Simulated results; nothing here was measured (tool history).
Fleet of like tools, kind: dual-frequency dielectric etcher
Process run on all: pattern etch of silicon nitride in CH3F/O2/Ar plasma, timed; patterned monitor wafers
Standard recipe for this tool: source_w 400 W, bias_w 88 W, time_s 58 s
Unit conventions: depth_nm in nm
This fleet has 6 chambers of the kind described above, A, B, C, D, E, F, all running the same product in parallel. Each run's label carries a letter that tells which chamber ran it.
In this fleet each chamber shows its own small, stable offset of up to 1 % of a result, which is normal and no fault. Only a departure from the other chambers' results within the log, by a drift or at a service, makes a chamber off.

| run | hour | source_w | bias_w | time_s | read-back reference wafer on the same gauge, depth_nm | depth_nm |
|---|---|---|---|---|---|---|
| 1B | 11.2 | 400 | 88 | 58 | 47.668 | 43.387 |
| 2E | 16.7 | 400 | 88 | 58 | 47.683 | 43.505 |
| 3F | 22.2 | 400 | 88 | 58 | 47.734 | 43.421 |
| 4C | 31.8 | 400 | 88 | 58 | 47.707 | 43.431 |
|  | 34.3 | chamber E: wet clean of the chamber |
| 5A | 41.9 | 400 | 88 | 58 | 47.661 | 43.349 |
| 6D | 49.1 | 400 | 88 | 58 | 47.687 | 44.17 |
| 7C | 60.2 | 400 | 88 | 58 | 47.679 | 43.091 |
| 8D | 67.7 | 340 | 88 | 51.5 | 47.719 | 36.782 |
| 9E | 76.1 | 340 | 88 | 51.5 | 47.68 | 36.756 |
| 10B | 85.1 | 340 | 88 | 51.5 | 47.702 | 36.357 |
| 11A | 91.3 | 340 | 88 | 51.5 | 47.697 | 36.21 |
| 12F | 101.5 | 340 | 88 | 51.5 | 47.687 | 36.326 |
| 13F | 111.9 | 340 | 88 | 51.5 | 47.738 | 36.536 |
| 14A | 116.8 | 400 | 88 | 58 | 47.656 | 43.728 |
| 15C | 123.5 | 400 | 88 | 58 | 47.7 | 43.313 |
| 16E | 133.7 | 400 | 88 | 50.5 | 47.663 | 37.737 |
| 17B | 140.6 | 400 | 88 | 50.5 | 47.72 | 38.41 |
| 18D | 145.5 | 400 | 88 | 50.5 | 47.714 | 38.274 |
| 19D | 153.7 | 400 | 88 | 50.5 | 47.713 | 38.182 |
| 20B | 159.8 | 400 | 88 | 50.5 | 47.707 | 38.062 |
| 21E | 166.2 | 400 | 88 | 50.5 | 47.672 | 37.963 |
| 22F | 176.3 | 400 | 97 | 58 | 47.693 | 44.943 |
| 23C | 187.4 | 400 | 97 | 58 | 47.711 | 44.708 |
| 24A | 194.1 | 400 | 97 | 58 | 47.737 | 45.072 |
| 25C | 203.7 | 400 | 97 | 58 | 47.692 | 44.751 |
| 26F | 210.8 | 400 | 97 | 58 | 47.712 | 45.266 |
| 27E | 221.6 | 400 | 97 | 58 | 47.722 | 45.3 |
| 28D | 231.5 | 400 | 88 | 58 | 47.716 | 43.638 |
| 29B | 239.6 | 400 | 88 | 58 | 47.662 | 43.389 |
| 30A | 246.5 | 400 | 107 | 58 | 47.715 | 46.939 |
| 31A | 256 | 400 | 107 | 58 | 47.748 | 46.958 |
|  | 259.4 | chamber C: wet clean of the chamber |
| 32E | 264.3 | 400 | 107 | 58 | 47.687 | 46.742 |
| 33F | 271.5 | 400 | 107 | 58 | 47.7 | 46.498 |
|  | 274.3 | chamber D: wet clean of the chamber |
| 34C | 281.7 | 400 | 107 | 58 | 47.703 | 46.32 |
| 35B | 288.2 | 400 | 107 | 58 | 47.703 | 47.135 |
| 36D | 293.6 | 400 | 88 | 58 | 47.718 | 43.764 |
| 37C | 302.5 | 400 | 88 | 58 | 47.722 | 43.305 |
| 38B | 310.5 | 400 | 102 | 58 | 47.659 | 46.404 |
| 39E | 321.7 | 400 | 102 | 58 | 47.67 | 46.012 |
| 40D | 327.8 | 400 | 102 | 58 | 47.661 | 46.479 |

Is one chamber out of step, is the gauge drifting, or do the chambers differ by no more than their own small offsets? For an off chamber, give its letter and the likeliest cause.

Beyond each chamber's small constant offset nothing stands out, and the gauge stays steady.
